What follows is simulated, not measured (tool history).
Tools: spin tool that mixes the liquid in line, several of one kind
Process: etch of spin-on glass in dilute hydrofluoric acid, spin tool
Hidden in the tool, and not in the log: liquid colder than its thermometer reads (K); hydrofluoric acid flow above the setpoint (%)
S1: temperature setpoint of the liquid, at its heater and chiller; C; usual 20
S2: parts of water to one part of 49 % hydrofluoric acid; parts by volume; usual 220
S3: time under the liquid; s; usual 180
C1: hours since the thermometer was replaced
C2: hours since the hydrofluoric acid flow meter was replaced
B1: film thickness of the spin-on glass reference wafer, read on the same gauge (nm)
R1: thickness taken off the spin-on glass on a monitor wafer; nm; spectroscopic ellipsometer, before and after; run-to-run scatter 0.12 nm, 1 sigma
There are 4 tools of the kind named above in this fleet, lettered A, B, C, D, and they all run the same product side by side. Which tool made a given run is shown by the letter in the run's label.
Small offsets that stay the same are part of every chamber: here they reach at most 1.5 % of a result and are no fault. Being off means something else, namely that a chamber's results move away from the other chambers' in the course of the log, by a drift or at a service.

run   hour  S1   S2   S3      C1      C2      B1      R1
 1A    8.2  20  220  180      73   118.3  119.99   14.12
 2B     17  20  220  180   849.5   726.3     120  13.839
 3D   26.4  20  220  180   895.5   608.6     120  13.917
        36  -- chamber C: hydrofluoric acid flow meter replaced
 4C   36.3  20  220  180  1443.5     0.3  119.99  13.792
 5D   51.4  20  220  180   920.5   633.6     120  13.955
      57.5  -- chamber D: hydrofluoric acid flow meter replaced
 6A     60  22  220  180   124.8   170.1  120.01  15.203
 7C   67.8  22  220  180    1475    31.8  120.01  15.087
 8B   80.6  22  220  180   913.1   789.9  119.99  14.851
 9D   94.3  22  220  180   963.4    36.8     120  14.994
10B  104.8  20  220  180   937.3   814.1  119.99  13.539
11A  112.1  20  220  180   176.9   222.2  119.97  14.009
12C  125.7  20  220  180  1532.9    89.7     120  13.953
13D  133.7  25  320  180  1002.8    76.2  119.99  10.215
14C  148.5  25  320  180  1555.7   112.5  120.01  10.372
15B  159.1  25  320  180   991.6   868.4  120.02  10.473
16A  173.2  25  320  180     238   283.3  120.01  10.468
17C  185.6  20  220  180  1592.8   149.6  119.98  13.885
18A  198.3  18  285  180   263.1   308.4  120.02  9.4185
19B    212  18  285  180  1044.5   921.3  119.99  9.2923
20D  224.9  18  285  180    1094   167.4  119.99  9.3929
21A  235.8  18  285  180   300.6   345.9  119.99  9.5678
22C  243.9  20  220   95  1651.1   207.9     120  7.3308
23B  258.1  20  220   95  1090.6   967.4     120  7.4103
24D  273.3  20  220   95  1142.4   215.8     120  7.4089
25B  285.6  20  220   95  1118.1   994.9  119.99  7.2908
26D  300.7  20  220  180  1169.8   243.2  120.01  13.838
27A    312  20  220  180   376.8   422.1  119.99  13.872
28C  324.4  20  220  180  1731.6   288.4  120.02  14.034
29C  332.4  20  220  180  1739.6   296.4  120.01   13.95
30A  347.4  20  220  180   412.2   457.5  120.01   14.15
31D  360.2  20  220  180  1229.3   302.7  120.02  13.794
     367.3  -- chamber A: hydrofluoric acid flow meter replaced
32B  374.5  20  220  180    1207  1083.8  119.99  13.824
33B  381.5  20  220  180    1214  1090.8     120  13.831
34A  393.8  20  220  180   458.6    26.5     120  14.082
35C  401.2  20  220  180  1808.4   365.2  119.99  13.904
36D  412.5  20  220  180  1281.6     355     120  13.946

Predict what each chamber gives when all 4 of them run the settings below next.
37A  423.8  20  220  180               ?
37B  423.8  20  220  180               ?
37C  423.8  20  220  180               ?
37D  423.8  20  220  180               ?

run      R1
37A  14.024
37B  13.871
37C  13.764
37D  13.826

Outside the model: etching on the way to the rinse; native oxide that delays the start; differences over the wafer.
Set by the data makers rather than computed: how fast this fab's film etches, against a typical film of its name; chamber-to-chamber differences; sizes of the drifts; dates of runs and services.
